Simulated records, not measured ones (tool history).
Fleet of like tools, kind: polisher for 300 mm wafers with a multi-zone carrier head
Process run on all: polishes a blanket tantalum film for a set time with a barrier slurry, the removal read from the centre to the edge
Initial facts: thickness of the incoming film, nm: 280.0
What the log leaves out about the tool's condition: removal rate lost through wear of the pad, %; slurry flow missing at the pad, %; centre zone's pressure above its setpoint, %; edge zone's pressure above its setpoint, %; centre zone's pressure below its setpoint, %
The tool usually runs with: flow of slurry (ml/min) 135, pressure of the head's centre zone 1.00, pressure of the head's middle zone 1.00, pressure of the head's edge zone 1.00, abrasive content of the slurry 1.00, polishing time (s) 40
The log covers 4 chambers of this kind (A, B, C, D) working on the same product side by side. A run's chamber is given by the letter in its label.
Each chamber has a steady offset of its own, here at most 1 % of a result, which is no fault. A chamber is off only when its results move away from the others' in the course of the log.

run	hour	flow of slurry (ml/min)	pressure of the head's centre zone	pressure of the head's middle zone	pressure of the head's edge zone	abrasive content of the slurry	polishing time (s)	wafers polished on this pad	hours since the slurry nozzle was cleaned	hours since the centre zone pressure was calibrated	hours since the edge zone pressure was calibrated	film removed at the wafer's centre (angstrom)	film removed at mid-radius (angstrom)	film removed at the wafer's edge (angstrom)
1D	6.5	135	1.00	1.00	1.00	1.00	40	846	132.1	49.7	205.0	986.29	974.13	973.96
2C	14.1	135	1.00	1.00	1.00	1.00	40	1189	214.3	422.5	311.4	977.80	995.22	976.57
# hour 17.1: chamber C: worn pad replaced by a new one
3A	20.0	135	1.00	1.00	1.00	1.00	40	792	180.2	388.9	410.6	976.02	980.40	965.69
# hour 30.6: chamber A: worn pad replaced by a new one
4B	31.2	135	1.00	1.00	1.00	1.00	40	917	103.6	457.2	707.3	949.40	979.15	944.67
5B	40.3	135	1.00	1.00	1.00	1.00	40	1038	112.7	466.3	716.4	970.60	966.58	984.93
6D	50.0	135	1.00	1.00	1.00	1.00	40	1424	175.6	93.2	248.5	971.99	990.85	953.20
7C	57.9	170	0.95	1.00	1.00	1.00	40	542	258.1	466.3	355.2	974.99	1003.90	1023.20
# hour 59.2: chamber B: worn pad replaced by a new one
8A	67.2	170	0.95	1.00	1.00	1.00	40	486	227.4	436.1	457.8	956.00	1008.70	991.41
# hour 69.5: chamber C: edge zone pressure recalibrated
9A	77.2	170	0.95	1.00	1.00	1.00	40	619	237.4	446.1	467.8	971.55	1030.80	1018.10
10B	87.8	170	0.95	1.00	1.00	1.00	40	380	160.2	513.8	763.9	966.38	1046.20	989.60
11D	95.2	135	1.00	1.00	1.00	1.00	40	2024	220.8	138.4	293.7	962.66	971.43	960.51
12C	102.4	135	1.00	1.00	1.00	1.00	40	1133	302.6	510.8	32.9	974.64	957.26	957.04
# hour 105.4: chamber A: worn pad replaced by a new one
13D	108.9	135	1.00	1.00	1.00	1.00	40	2206	234.5	152.1	307.4	961.26	977.80	950.98
14C	114.1	135	0.89	0.89	1.00	1.00	40	1288	314.3	522.5	44.6	852.47	864.99	968.02
# hour 116.6: chamber C: worn pad replaced by a new one
15B	125.1	135	0.89	0.89	1.00	1.00	40	875	197.5	551.1	801.2	855.07	894.11	956.77
# hour 128.7: chamber C: slurry nozzle cleaned
16A	134.1	135	0.89	0.89	1.00	1.00	40	381	294.3	503.0	524.7	863.84	873.23	980.04
17B	140.6	135	0.89	0.89	1.00	1.00	40	1081	213.0	566.6	816.7	843.76	877.11	960.46
# hour 146.9: chamber A: centre zone pressure recalibrated
18C	150.4	135	1.00	1.00	1.00	1.00	40	449	21.8	558.8	80.9	980.03	962.09	977.97
# hour 155.5: chamber B: worn pad replaced by a new one
19A	161.3	135	1.00	1.04	1.00	1.00	40	743	321.5	14.5	551.9	966.65	1010.30	993.66
20D	169.0	135	1.00	1.04	1.00	1.00	40	3004	294.6	212.2	367.5	933.65	965.32	937.06
# hour 169.2: chamber A: worn pad replaced by a new one
21A	176.4	135	1.00	1.04	1.00	1.00	40	96	336.6	29.6	567.0	979.51	1008.50	973.05
22B	185.3	135	1.00	1.04	1.00	1.00	40	395	257.7	611.3	861.4	961.76	1023.50	973.92
23C	193.4	135	1.00	1.00	1.00	1.15	40	1020	64.8	601.8	123.9	1025.80	1023.00	1007.00
# hour 195.6: chamber C: worn pad replaced by a new one
24D	200.8	135	1.00	1.00	1.00	1.15	40	3426	326.4	244.0	399.3	975.11	966.85	982.52
25B	206.2	135	1.00	1.00	1.00	1.15	40	673	278.6	632.2	882.3	1010.30	1015.20	1012.20
26C	214.8	135	1.00	1.00	1.00	1.15	40	256	86.2	623.2	145.3	1012.40	1007.70	1008.20
27D	226.4	135	1.00	1.00	1.00	1.00	40	3766	352.0	269.6	424.9	925.41	939.29	926.89
# hour 235.7: chamber B: worn pad replaced by a new one
28A	236.2	135	1.00	1.00	1.00	1.00	40	890	396.4	89.4	626.8	986.82	979.79	961.59
29C	244.7	155	1.00	1.00	1.00	0.90	40	653	116.1	653.1	175.2	986.44	970.91	959.28
# hour 245.9: chamber A: worn pad replaced by a new one
30D	251.8	155	1.00	1.00	1.00	0.90	40	4104	377.4	295.0	450.3	917.37	915.27	902.21
31A	257.5	155	1.00	1.00	1.00	0.90	40	154	417.7	110.7	648.1	979.21	972.39	954.80
32B	267.4	155	1.00	1.00	1.00	0.90	40	421	339.8	693.4	943.5	960.74	983.25	956.32
33A	274.0	135	1.00	1.00	1.00	1.00	40	373	434.2	127.2	664.6	954.94	969.07	972.56
34D	280.7	135	1.00	1.00	1.00	1.00	40	4487	406.3	323.9	479.2	924.19	933.21	889.84
35B	287.2	135	1.00	1.00	1.00	1.00	40	684	359.6	713.2	963.3	968.79	991.71	985.40
# hour 294.4: chamber C: worn pad replaced by a new one
36C	294.6	135	1.00	1.00	1.00	1.00	40	2	166.0	703.0	225.1	965.17	975.99	970.91
37C	303.4	135	1.00	1.00	1.00	1.00	40	119	174.8	711.8	233.9	986.62	991.74	958.68
# hour 307.1: chamber A: slurry nozzle cleaned
# hour 308.7: chamber A: worn pad replaced by a new one
38B	313.9	135	1.00	1.00	1.00	1.00	40	1039	386.3	739.9	990.0	975.41	997.94	969.92
39A	319.3	135	1.00	1.00	1.08	1.15	40	141	12.2	172.5	709.9	1005.10	1017.00	1074.20
40D	325.2	135	1.00	1.00	1.08	1.15	40	5078	450.8	368.4	523.7	924.57	948.56	976.85

Predict what each chamber gives when all 4 of them run the settings below next.
41A	333.6	135	1.00	1.00	1.00	1.00	40					?	?	?
41B	333.6	135	1.00	1.00	1.00	1.00	40					?	?	?
41C	333.6	135	1.00	1.00	1.00	1.00	40					?	?	?
41D	333.6	135	1.00	1.00	1.00	1.00	40					?	?	?

run	film removed at the wafer's centre (angstrom)	film removed at mid-radius (angstrom)	film removed at the wafer's edge (angstrom)
41A	979.83	977.01	972.30
41B	980.05	961.76	963.11
41C	973.49	959.72	972.26
41D	900.43	919.48	889.09
